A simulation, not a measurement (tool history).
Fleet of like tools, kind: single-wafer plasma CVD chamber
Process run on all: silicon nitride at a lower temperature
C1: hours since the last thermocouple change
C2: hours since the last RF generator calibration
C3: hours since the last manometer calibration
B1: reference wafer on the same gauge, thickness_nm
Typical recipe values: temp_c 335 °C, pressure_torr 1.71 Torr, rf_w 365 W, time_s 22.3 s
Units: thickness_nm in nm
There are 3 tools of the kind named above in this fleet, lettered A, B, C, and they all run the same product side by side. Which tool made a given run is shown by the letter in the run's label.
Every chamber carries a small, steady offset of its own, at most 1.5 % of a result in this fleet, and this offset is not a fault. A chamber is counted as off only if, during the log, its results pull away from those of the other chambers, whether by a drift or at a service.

Run 1B, day 0.35: usual settings; C1 989.2; C2 1515.3; C3 1121.8; B1 36.408. Result: thickness_nm 30.742 nm.
Run 2C, day 0.55: usual settings; C1 2205.9; C2 1570.6; C3 980.8; B1 36.413. Result: thickness_nm 30.536 nm.
Run 3A, day 0.758: usual settings; C1 1118.1; C2 105.3; C3 1003.6; B1 36.432. Result: thickness_nm 30.905 nm.
Run 4B, day 1.012: usual settings; C1 1005.1; C2 1531.2; C3 1137.7; B1 36.409. Result: thickness_nm 30.77 nm.
Run 5C, day 1.242: usual settings; C1 2222.5; C2 1587.2; C3 997.4; B1 36.433. Result: thickness_nm 30.554 nm.
Run 6A, day 1.638: usual settings; C1 1139.2; C2 126.4; C3 1024.7; B1 36.423. Result: thickness_nm 30.965 nm.
Run 7C, day 2.029: usual settings; C1 2241.4; C2 1606.1; C3 1016.3; B1 36.436. Result: thickness_nm 30.473 nm.
Run 8A, day 2.433: usual settings; C1 1158.3; C2 145.5; C3 1043.8; B1 36.443. Result: thickness_nm 30.958 nm.
Run 9B, day 2.771: usual settings; C1 1047.3; C2 1573.4; C3 1179.9; B1 36.442. Result: thickness_nm 30.714 nm.
Run 10C, day 3.142: usual settings; C1 2268.1; C2 1632.8; C3 1043; B1 36.458. Result: thickness_nm 30.533 nm.
Run 11A, day 3.567: usual settings; C1 1185.5; C2 172.7; C3 1071; B1 36.463. Result: thickness_nm 31.001 nm.
At day 3.683: chamber B: RF generator calibrated.
Run 12B, day 3.896: usual settings; C1 1074.3; C2 5.2; C3 1206.9; B1 36.46. Result: thickness_nm 30.852 nm.
Run 13B, day 4.229: usual settings; C1 1082.3; C2 13.2; C3 1214.9; B1 36.474. Result: thickness_nm 30.794 nm.
Run 14C, day 4.45: usual settings; C1 2299.5; C2 1664.2; C3 1074.4; B1 36.488. Result: thickness_nm 30.71 nm.
Run 15A, day 4.754: usual settings; C1 1214; C2 201.2; C3 1099.5; B1 36.478. Result: thickness_nm 31.113 nm.
Run 16C, day 5.121: usual settings; C1 2315.6; C2 1680.3; C3 1090.5; B1 36.495. Result: thickness_nm 30.596 nm.
Run 17B, day 5.433: usual settings; C1 1111.2; C2 42.1; C3 1243.8; B1 36.497. Result: thickness_nm 30.842 nm.
Run 18A, day 5.788: usual settings; C1 1238.8; C2 226; C3 1124.3; B1 36.497. Result: thickness_nm 30.978 nm.
Run 19C, day 6.162: usual settings; C1 2340.6; C2 1705.3; C3 1115.5; B1 36.493. Result: thickness_nm 30.548 nm.
Run 20A, day 6.367: usual settings but pressure_torr 1.41 Torr; C1 1252.7; C2 239.9; C3 1138.2; B1 36.496. Result: thickness_nm 29.423 nm.
Run 21B, day 6.733: usual settings but pressure_torr 1.41 Torr; C1 1142.4; C2 73.3; C3 1275; B1 36.518. Result: thickness_nm 29.17 nm.
Run 22B, day 6.933: usual settings but pressure_torr 1.41 Torr; C1 1147.2; C2 78.1; C3 1279.8; B1 36.515. Result: thickness_nm 29.16 nm.
Run 23A, day 7.171: usual settings; C1 1272; C2 259.2; C3 1157.5; B1 36.533. Result: thickness_nm 30.986 nm.
Run 24C, day 7.475: usual settings; C1 2372.1; C2 1736.8; C3 1147; B1 36.533. Result: thickness_nm 30.722 nm.
Run 25A, day 7.867: usual settings; C1 1288.7; C2 275.9; C3 1174.2; B1 36.531. Result: thickness_nm 31.056 nm.
Run 26B, day 8.142: usual settings; C1 1176.2; C2 107.1; C3 1308.8; B1 36.54. Result: thickness_nm 30.946 nm.
Run 27C, day 8.342: usual settings but rf_w 425 W; C1 2392.9; C2 1757.6; C3 1167.8; B1 36.54. Result: thickness_nm 33.746 nm.
Run 28C, day 8.646: usual settings but rf_w 425 W; C1 2400.2; C2 1764.9; C3 1175.1; B1 36.57. Result: thickness_nm 33.635 nm.
Run 29A, day 9.062: usual settings but rf_w 425 W; C1 1317.4; C2 304.6; C3 1202.9; B1 36.54. Result: thickness_nm 34.186 nm.
Run 30B, day 9.475: usual settings; C1 1208.2; C2 139.1; C3 1340.8; B1 36.566. Result: thickness_nm 30.88 nm.
Run 31C, day 9.729: usual settings; C1 2426.2; C2 1790.9; C3 1201.1; B1 36.577. Result: thickness_nm 30.707 nm.
Run 32A, day 10.129: usual settings; C1 1343; C2 330.2; C3 1228.5; B1 36.566. Result: thickness_nm 31.058 nm.
Run 33B, day 10.379: usual settings; C1 1229.9; C2 160.8; C3 1362.5; B1 36.583. Result: thickness_nm 30.866 nm.
Run 34B, day 10.629: usual settings; C1 1235.9; C2 166.8; C3 1368.5; B1 36.59. Result: thickness_nm 30.831 nm.

Decide between three cases: one chamber stands off from its peers, the gauge reading all wafers drifts, or nothing is wrong past each chamber's small offset. Where a chamber is off, say which and what most likely put it there.

Every chamber seems to shift together because the gauge that measures them all drifts; the chambers themselves are fine.
Cause: gauge reads high (%) = 0.522.
